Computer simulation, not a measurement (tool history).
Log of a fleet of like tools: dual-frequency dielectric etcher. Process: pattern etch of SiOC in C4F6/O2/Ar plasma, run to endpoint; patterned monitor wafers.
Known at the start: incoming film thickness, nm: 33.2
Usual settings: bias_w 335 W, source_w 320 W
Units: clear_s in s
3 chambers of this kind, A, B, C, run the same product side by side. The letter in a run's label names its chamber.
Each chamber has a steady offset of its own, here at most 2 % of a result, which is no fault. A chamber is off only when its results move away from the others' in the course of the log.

| run | hour | bias_w | source_w | clear_s |
|---|---|---|---|---|
| 1B | 15.5 | 335 | 320 | 14.176 |
| 2C | 27.2 | 335 | 320 | 14.077 |
| 3A | 40 | 335 | 320 | 14.321 |
| 4B | 53.9 | 335 | 320 | 14.21 |
| 5A | 62.5 | 335 | 320 | 14.179 |
| 6C | 72.9 | 335 | 320 | 13.96 |
|  | 81.9 | chamber A: source power generator calibrated |
| 7B | 85 | 335 | 320 | 14.09 |
| 8C | 93.6 | 335 | 320 | 13.81 |
| 9A | 106.1 | 310 | 250 | 16.136 |
| 10C | 121.9 | 310 | 250 | 15.609 |
| 11A | 137.9 | 310 | 250 | 16.134 |
| 12B | 147 | 335 | 320 | 14.172 |
| 13A | 155.2 | 335 | 320 | 14.2 |
| 14C | 163.1 | 335 | 320 | 13.718 |
| 15B | 175.6 | 335 | 320 | 14.124 |
| 16C | 189.1 | 335 | 320 | 13.701 |
| 17A | 201.2 | 335 | 320 | 14.259 |
| 18B | 210.8 | 335 | 300 | 14.579 |
| 19C | 222.2 | 335 | 300 | 13.941 |
| 20A | 232.5 | 335 | 300 | 14.743 |
| 21B | 242 | 335 | 320 | 14.097 |
| 22A | 250.3 | 335 | 320 | 14.131 |
| 23C | 265.5 | 335 | 320 | 13.512 |
|  | 271 | chamber B: source power generator calibrated |
| 24B | 281.9 | 335 | 320 | 14.076 |
| 25C | 289.2 | 335 | 320 | 13.515 |
| 26A | 301.9 | 391 | 320 | 13.52 |
| 27B | 309.8 | 391 | 320 | 13.335 |
| 28C | 319.5 | 391 | 320 | 12.854 |

All 3 chambers run these settings next. Forecast each chamber's results:
| 29A | 331.4 | 335 | 320 | ? |
| 29B | 331.4 | 335 | 320 | ? |
| 29C | 331.4 | 335 | 320 | ? |

| run | clear_s |
|---|---|
| 29A | 14.338 |
| 29B | 14.132 |
| 29C | 13.454 |
